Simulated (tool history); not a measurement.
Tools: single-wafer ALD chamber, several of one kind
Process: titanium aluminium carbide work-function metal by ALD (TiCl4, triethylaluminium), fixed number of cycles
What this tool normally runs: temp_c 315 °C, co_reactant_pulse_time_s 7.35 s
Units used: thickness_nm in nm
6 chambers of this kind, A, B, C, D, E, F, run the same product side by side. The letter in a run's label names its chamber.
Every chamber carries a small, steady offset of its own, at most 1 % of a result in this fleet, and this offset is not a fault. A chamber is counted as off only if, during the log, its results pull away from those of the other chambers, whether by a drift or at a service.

run	hour	temp_c	co_reactant_pulse_time_s	read-back reference wafer on the same gauge, thickness_nm	thickness_nm
1C	7.7	315	7.35	2.0594	2.0228
2E	16.3	315	7.35	2.0606	2.0324
3A	23.9	315	7.35	2.0618	2.0178
4D	28.4	315	7.35	2.0584	2.0241
5F	35.2	315	7.35	2.0626	2.0245
6B	43.4	315	7.35	2.0577	2.0162
# hour 46.2: chamber B: triethylaluminium bottle replaced
7B	51.2	315	7.35	2.0597	2.0263
8C	55.2	315	7.35	2.0598	2.0132
9E	59.0	315	7.35	2.0597	2.0271
# hour 59.6: chamber C: triethylaluminium bottle replaced
10D	63.7	320	6.21	2.0589	1.9627
11F	69.4	320	6.21	2.0599	1.9837
12A	74.3	320	6.21	2.0586	1.9687
# hour 78.5: chamber F: triethylaluminium bottle replaced
13E	80.7	320	6.21	2.0596	1.9783
14C	87.5	320	6.21	2.0595	1.9757
15D	92.9	320	6.21	2.0592	1.9644
16A	100.0	315	7.35	2.0612	2.0163
17F	106.5	315	7.35	2.0584	2.0419
18B	111.2	315	7.35	2.0613	2.0019
19A	117.1	315	7.35	2.0600	2.0120
20F	122.4	315	7.35	2.0601	2.0328
21B	128.7	315	7.35	2.0579	2.0212
22D	136.6	315	7.35	2.0590	2.0232
23E	142.1	315	7.35	2.0608	2.0352
24C	147.9	315	7.35	2.0608	2.0071
25D	153.3	315	7.35	2.0599	2.0074
26A	159.1	306	9.43	2.0610	2.0247
27F	162.8	306	9.43	2.0594	2.0498
28C	169.7	306	9.43	2.0600	2.0266
29B	174.0	306	9.43	2.0610	2.0232
30E	181.7	306	9.43	2.0588	2.0401
31A	186.3	306	9.43	2.0628	2.0207
32E	191.2	315	7.35	2.0592	2.0427
33F	197.9	315	7.35	2.0595	2.0309
34B	202.6	315	7.35	2.0580	2.0053
35C	208.3	315	7.35	2.0616	2.0298
36D	213.8	315	7.35	2.0582	2.0253
37F	217.9	315	7.35	2.0602	2.0278
38B	222.1	315	7.35	2.0590	2.0265
39E	228.7	315	7.35	2.0599	2.0273
40D	232.6	315	6.14	2.0604	1.9230
41A	236.5	315	6.14	2.0609	1.9248

All chambers now run identical settings, listed one chamber a line with results as question marks. What results will each chamber show?
42A	242.7	301	7.35		?
42B	242.7	301	7.35		?
42C	242.7	301	7.35		?
42D	242.7	301	7.35		?
42E	242.7	301	7.35		?
42F	242.7	301	7.35		?

run	thickness_nm
42A	1.9057
42B	1.8821
42C	1.9048
42D	1.9044
42E	1.9160
42F	1.9244
